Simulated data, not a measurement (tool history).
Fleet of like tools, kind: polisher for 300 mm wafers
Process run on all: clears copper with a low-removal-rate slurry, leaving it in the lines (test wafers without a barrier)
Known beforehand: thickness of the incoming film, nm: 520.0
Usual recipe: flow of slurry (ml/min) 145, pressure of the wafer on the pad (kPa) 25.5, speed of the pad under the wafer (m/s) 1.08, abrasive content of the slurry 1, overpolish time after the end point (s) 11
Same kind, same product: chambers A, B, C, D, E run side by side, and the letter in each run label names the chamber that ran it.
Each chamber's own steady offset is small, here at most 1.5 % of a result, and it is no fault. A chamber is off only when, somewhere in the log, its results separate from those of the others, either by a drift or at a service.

run,hour,flow of slurry (ml/min),pressure of the wafer on the pad (kPa),speed of the pad under the wafer (m/s),abrasive content of the slurry,overpolish time after the end point (s),time until the end point was called (s),dishing of a wide line in a test structure (angstrom)
# hour 6.5: chamber A: worn pad replaced by a new one
1C,6.7,145,25.5,1.08,1,11,141.220,271.94
2E,14.3,145,25.5,1.08,1,11,141.500,291.96
3A,21.1,145,25.5,1.08,1,11,140.970,277.34
4B,28.9,145,25.5,1.08,1,11,142.710,285.51
# hour 33.5: chamber D: head pressure recalibrated
5D,35.3,145,25.5,1.08,1,11,143.240,287.96
# hour 37.0: chamber C: worn pad replaced by a new one
6D,43.1,145,25.5,1.08,1,11,140.630,289.39
7B,48.3,145,25.5,1.08,1,11,138.760,294.53
8A,55.1,145,25.5,1.08,1,11,141.870,279.48
9E,59.4,145,25.5,1.08,1,11,141.420,293.25
# hour 64.3: chamber B: head pressure recalibrated
10C,66.9,145,25.5,1.08,1,11,142.290,283.05
11B,71.6,145,25.5,1.08,1,11,142.350,301.41
12C,79.5,145,25.5,1.08,1,11,144.030,285.22
13D,85.2,145,25.5,1.08,1,9,139.780,250.23
14A,91.6,145,25.5,1.08,1,9,138.230,246.12
# hour 97.4: chamber D: worn pad replaced by a new one
# hour 98.5: chamber E: worn pad replaced by a new one
15E,98.5,145,25.5,1.08,1,9,136.820,237.56
16C,105.4,145,25.5,1.08,1,9,140.500,240.28
17E,114.1,145,25.5,1.08,1,9,142.360,236.27
# hour 118.6: chamber E: head pressure recalibrated
18D,122.4,145,25.5,1.08,1,11,143.160,298.18
19A,127.3,145,25.5,1.08,1,11,143.240,278.37
20B,136.0,145,25.5,1.08,1,11,140.340,276.04
# hour 137.1: chamber A: head pressure recalibrated
21A,143.1,145,25.5,1.08,1,11,127.400,316.08
# hour 146.2: chamber D: slurry blender recalibrated
22C,151.2,145,25.5,1.08,1,11,140.290,290.83
23D,156.0,145,25.5,1.08,1,11,141.720,287.53
24E,160.3,145,25.5,1.08,1,11,144.360,293.95
25B,167.7,145,25.5,1.08,1,11,141.790,287.67
26C,174.1,185,25.5,1.38,1,11,106.810,374.57
27D,179.9,185,25.5,1.38,1,11,103.880,361.31
28E,186.5,185,25.5,1.38,1,11,105.580,372.31
29B,194.1,185,25.5,1.38,1,11,107.380,371.10
30A,201.0,185,25.5,1.38,1,11,95.969,413.04
31D,209.0,145,25.5,1.08,1,11,142.570,289.64
32B,214.3,145,25.5,1.08,1,11,137.970,295.18
# hour 221.1: chamber E: slurry nozzle cleaned
33E,221.8,145,25.5,1.08,1,11,147.950,290.39

Decide between three cases: one chamber stands off from its peers, the gauge reading all wafers drifts, or nothing is wrong past each chamber's small offset. Where a chamber is off, say which and what most likely put it there.

The work done on chamber A during a service left it standing apart from the others.
Likeliest cause: head's pressure above its setpoint, % = 11.7.

Which of the 4 candidates below, each the usual settings with something changed and its results left as question marks, puts chamber A back in line with what the other chambers give on the usual settings?
Allowed miss from the other chambers' usual-settings mean, per result, to count as in line: time until the end point was called (s) 8.000; dishing of a wide line in a test structure (angstrom) 24.00
34A-1,228.2,145,24.1,1.02,1,11,?,?
34A-2,228.2,150,28.3,1.20,1,11,?,?
34A-3,228.2,140,22.8,0.96,1,11,?,?
34A-4,228.2,145,26.9,1.14,1,11,?,?

Average result of the remaining chambers running the usual settings: time until the end point was called (s) 141.730; dishing of a wide line in a test structure (angstrom) 288.58
run,time until the end point was called (s),dishing of a wide line in a test structure (angstrom)
34A-1,143.530,287.58
34A-2,103.000,385.42
34A-3,163.160,256.10
34A-4,114.870,350.52
34A-1 is the one that brings the chamber's results back in line with the other chambers.
